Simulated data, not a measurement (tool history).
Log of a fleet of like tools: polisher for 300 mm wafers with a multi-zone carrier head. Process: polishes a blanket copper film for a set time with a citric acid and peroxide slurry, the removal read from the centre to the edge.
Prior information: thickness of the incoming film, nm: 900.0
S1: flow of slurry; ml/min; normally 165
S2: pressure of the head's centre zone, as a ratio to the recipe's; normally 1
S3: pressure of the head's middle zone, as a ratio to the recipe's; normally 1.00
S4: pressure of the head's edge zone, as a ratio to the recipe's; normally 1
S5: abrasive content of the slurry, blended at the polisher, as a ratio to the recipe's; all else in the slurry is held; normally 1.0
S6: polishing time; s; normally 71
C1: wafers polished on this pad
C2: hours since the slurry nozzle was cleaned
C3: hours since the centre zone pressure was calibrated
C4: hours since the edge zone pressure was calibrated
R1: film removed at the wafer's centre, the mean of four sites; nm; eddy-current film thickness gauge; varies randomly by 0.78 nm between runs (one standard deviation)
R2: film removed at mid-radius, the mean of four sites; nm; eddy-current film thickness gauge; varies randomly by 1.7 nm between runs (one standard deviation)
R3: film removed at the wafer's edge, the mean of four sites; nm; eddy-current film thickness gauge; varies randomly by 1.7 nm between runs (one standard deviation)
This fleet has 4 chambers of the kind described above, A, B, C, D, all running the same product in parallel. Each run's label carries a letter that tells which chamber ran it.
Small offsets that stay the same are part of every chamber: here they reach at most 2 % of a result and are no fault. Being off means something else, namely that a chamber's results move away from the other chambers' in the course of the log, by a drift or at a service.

Run 1C, hour 13.1: usual settings; C1 434; C2 80.1; C3 385.4; C4 585.9. Result: R1 122.980 nm, R2 127.990 nm, R3 124.750 nm.
Run 2D, hour 27.5: usual settings; C1 710; C2 401.6; C3 150.6; C4 601.4. Result: R1 122.050 nm, R2 127.120 nm, R3 120.770 nm.
At hour 31.2: chamber C: edge zone pressure recalibrated.
Run 3A, hour 40.0: usual settings; C1 1019; C2 383.6; C3 562.9; C4 897.4. Result: R1 122.770 nm, R2 121.120 nm, R3 121.580 nm.
Run 4B, hour 48.7: usual settings; C1 577; C2 558.7; C3 670.9; C4 603.6. Result: R1 121.080 nm, R2 120.820 nm, R3 119.580 nm.
At hour 52.7: chamber A: worn pad replaced by a new one.
Run 5C, hour 56.6: usual settings; C1 810; C2 123.6; C3 428.9; C4 25.5. Result: R1 121.490 nm, R2 125.070 nm, R3 124.250 nm.
At hour 65.1: chamber D: worn pad replaced by a new one.
Run 6D, hour 70.6: usual settings; C1 48; C2 444.7; C3 193.7; C4 644.5. Result: R1 121.950 nm, R2 121.020 nm, R3 122.760 nm.
Run 7A, hour 85.6: usual settings; C1 284; C2 429.2; C3 608.5; C4 943.0. Result: R1 123.110 nm, R2 119.840 nm, R3 121.970 nm.
At hour 91.2: chamber B: worn pad replaced by a new one.
Run 8B, hour 93.7: usual settings; C1 22; C2 603.7; C3 715.9; C4 648.6. Result: R1 120.040 nm, R2 124.780 nm, R3 125.090 nm.
At hour 93.9: chamber A: slurry nozzle cleaned.
Run 9A, hour 105.2: usual settings; C1 454; C2 11.3; C3 628.1; C4 962.6. Result: R1 121.270 nm, R2 120.860 nm, R3 123.660 nm.
At hour 108.8: chamber C: worn pad replaced by a new one.
Run 10C, hour 115.8: usual settings; C1 61; C2 182.8; C3 488.1; C4 84.7. Result: R1 120.610 nm, R2 124.450 nm, R3 122.440 nm.
At hour 126.1: chamber C: centre zone pressure recalibrated.
Run 11B, hour 130.8: usual settings; C1 342; C2 640.8; C3 753.0; C4 685.7. Result: R1 120.660 nm, R2 125.150 nm, R3 123.650 nm.
Run 12D, hour 139.5: usual settings but S1 200 ml/min, S3 1.10; C1 643; C2 513.6; C3 262.6; C4 713.4. Result: R1 129.330 nm, R2 141.850 nm, R3 124.680 nm.
At hour 152.7: chamber A: worn pad replaced by a new one.
Run 13D, hour 153.3: usual settings but S1 200 ml/min, S3 1.10; C1 762; C2 527.4; C3 276.4; C4 727.2. Result: R1 126.770 nm, R2 138.960 nm, R3 124.930 nm.
Run 14A, hour 165.9: usual settings but S1 200 ml/min, S3 1.10; C1 114; C2 72.0; C3 688.8; C4 1023.3. Result: R1 127.200 nm, R2 140.840 nm, R3 126.290 nm.
At hour 172.9: chamber D: worn pad replaced by a new one.
Run 15C, hour 173.1: usual settings but S1 200 ml/min, S3 1.10; C1 556; C2 240.1; C3 47.1; C4 142.0. Result: R1 127.280 nm, R2 139.880 nm, R3 128.550 nm.
At hour 179.6: chamber B: worn pad replaced by a new one.
Run 16B, hour 187.6: usual settings but S1 210 ml/min, S3 0.93; C1 69; C2 697.6; C3 809.8; C4 742.5. Result: R1 124.350 nm, R2 116.670 nm, R3 127.000 nm.
Run 17A, hour 196.2: usual settings but S1 210 ml/min, S3 0.93; C1 376; C2 102.3; C3 719.1; C4 1053.6. Result: R1 127.160 nm, R2 117.180 nm, R3 126.310 nm.
Run 18C, hour 210.6: usual settings but S1 210 ml/min, S3 0.93; C1 880; C2 277.6; C3 84.6; C4 179.5. Result: R1 127.040 nm, R2 116.220 nm, R3 123.960 nm.
Run 19D, hour 222.3: usual settings but S1 210 ml/min, S3 0.93; C1 427; C2 596.4; C3 345.4; C4 796.2. Result: R1 128.140 nm, R2 118.130 nm, R3 126.650 nm.
At hour 224.9: chamber B: centre zone pressure recalibrated.
Run 20B, hour 233.4: usual settings; C1 465; C2 743.4; C3 8.5; C4 788.3. Result: R1 117.800 nm, R2 119.520 nm, R3 116.720 nm.
At hour 239.7: chamber C: worn pad replaced by a new one.
Run 21C, hour 241.0: usual settings; C1 11; C2 308.0; C3 115.0; C4 209.9. Result: R1 121.590 nm, R2 119.240 nm, R3 124.360 nm.
Run 22D, hour 253.5: usual settings; C1 696; C2 627.6; C3 376.6; C4 827.4. Result: R1 124.560 nm, R2 120.780 nm, R3 118.940 nm.
At hour 263.5: chamber B: worn pad replaced by a new one.
Run 23A, hour 267.8: usual settings but S5 0.9, S6 56 s; C1 995; C2 173.9; C3 790.7; C4 1125.2. Result: R1 94.143 nm, R2 90.157 nm, R3 90.513 nm.
At hour 279.1: chamber A: worn pad replaced by a new one.
Run 24B, hour 279.7: usual settings but S5 0.9, S6 56 s; C1 140; C2 789.7; C3 54.8; C4 834.6. Result: R1 91.375 nm, R2 92.031 nm, R3 91.646 nm.
At hour 281.7: chamber D: worn pad replaced by a new one.
Run 25C, hour 291.6: usual settings but S5 0.9, S6 56 s; C1 449; C2 358.6; C3 165.6; C4 260.5. Result: R1 95.343 nm, R2 94.125 nm, R3 95.721 nm.
Run 26A, hour 302.1: usual settings but S5 0.9, S6 56 s; C1 199; C2 208.2; C3 825.0; C4 1159.5. Result: R1 95.105 nm, R2 92.687 nm, R3 94.515 nm.
Run 27B, hour 316.1: usual settings; C1 454; C2 826.1; C3 91.2; C4 871.0. Result: R1 116.060 nm, R2 115.800 nm, R3 119.330 nm.
At hour 320.2: chamber D: slurry nozzle cleaned.
Run 28D, hour 326.6: usual settings; C1 388; C2 6.4; C3 449.7; C4 900.5. Result: R1 122.500 nm, R2 124.220 nm, R3 123.000 nm.
Run 29B, hour 341.4: usual settings; C1 673; C2 851.4; C3 116.5; C4 896.3. Result: R1 116.560 nm, R2 114.970 nm, R3 119.030 nm.
Run 30D, hour 353.5: usual settings; C1 620; C2 33.3; C3 476.6; C4 927.4. Result: R1 122.580 nm, R2 123.250 nm, R3 120.920 nm.
At hour 358.0: chamber B: worn pad replaced by a new one.
Run 31A, hour 366.4: usual settings; C1 755; C2 272.5; C3 889.3; C4 1223.8. Result: R1 122.610 nm, R2 119.430 nm, R3 124.430 nm.
Run 32C, hour 377.4: usual settings; C1 1190; C2 444.4; C3 251.4; C4 346.3. Result: R1 121.180 nm, R2 121.940 nm, R3 124.260 nm.
At hour 377.6: chamber A: worn pad replaced by a new one.
At hour 378.9: chamber C: worn pad replaced by a new one.
At hour 385.2: chamber D: worn pad replaced by a new one.
Run 33D, hour 386.1: usual settings; C1 8; C2 65.9; C3 509.2; C4 960.0. Result: R1 122.380 nm, R2 118.890 nm, R3 122.900 nm.
Run 34B, hour 401.0: usual settings; C1 371; C2 911.0; C3 176.1; C4 955.9. Result: R1 114.730 nm, R2 114.690 nm, R3 116.820 nm.
Run 35C, hour 413.9: usual settings; C1 302; C2 480.9; C3 287.9; C4 382.8. Result: R1 121.460 nm, R2 124.610 nm, R3 123.660 nm.
Run 36A, hour 424.6: usual settings; C1 406; C2 330.7; C3 947.5; C4 1282.0. Result: R1 122.060 nm, R2 121.540 nm, R3 121.390 nm.
Run 37B, hour 433.6: usual settings; C1 653; C2 943.6; C3 208.7; C4 988.5. Result: R1 113.500 nm, R2 114.310 nm, R3 118.230 nm.

One chamber off, gauge drift, or nothing amiss beyond the chambers' own small offsets? If it is a chamber, which one, and what is the likeliest cause?

It is chamber B that slowly wanders off from its peers.
What lies behind it: slurry flow missing at the pad, % = 25.1.

Chamber B could run next with any of the 4 candidate recipes listed below; each alters the usual settings, and their results appear as question marks. Which one brings its results back in line with what the other chambers deliver on the usual settings?
A result is in line if it is within this distance of the other chambers' mean on the usual settings: R1 2.700 nm; R2 6.000 nm; R3 5.800 nm
Run 38B-1, hour 444.7: usual settings but S1 155 ml/min, S2 0.96, S3 0.98, S4 1.03, S6 65 s. Result: R1 ?, R2 ?, R3 ?.
Run 38B-2, hour 444.7: usual settings but S1 160 ml/min, S2 0.98, S3 0.99, S4 1.02, S6 68 s. Result: R1 ?, R2 ?, R3 ?.
Run 38B-3, hour 444.7: usual settings but S1 175 ml/min, S2 1.05, S3 1.03, S4 0.97, S6 77 s. Result: R1 ?, R2 ?, R3 ?.
Run 38B-4, hour 444.7: usual settings but S1 170 ml/min, S2 1.02, S3 1.01, S4 0.98, S6 74 s. Result: R1 ?, R2 ?, R3 ?.

The other chambers' mean on the usual settings: R1 122.440 nm; R2 121.990 nm; R3 122.370 nm
  run       R1       R2       R3
38B-1   97.390  101.790  107.910
38B-2  105.190  108.310  112.900
38B-3  131.690  129.790  126.250
38B-4  121.640  121.740  121.460
It is 38B-4 that realigns the chamber with its peers.
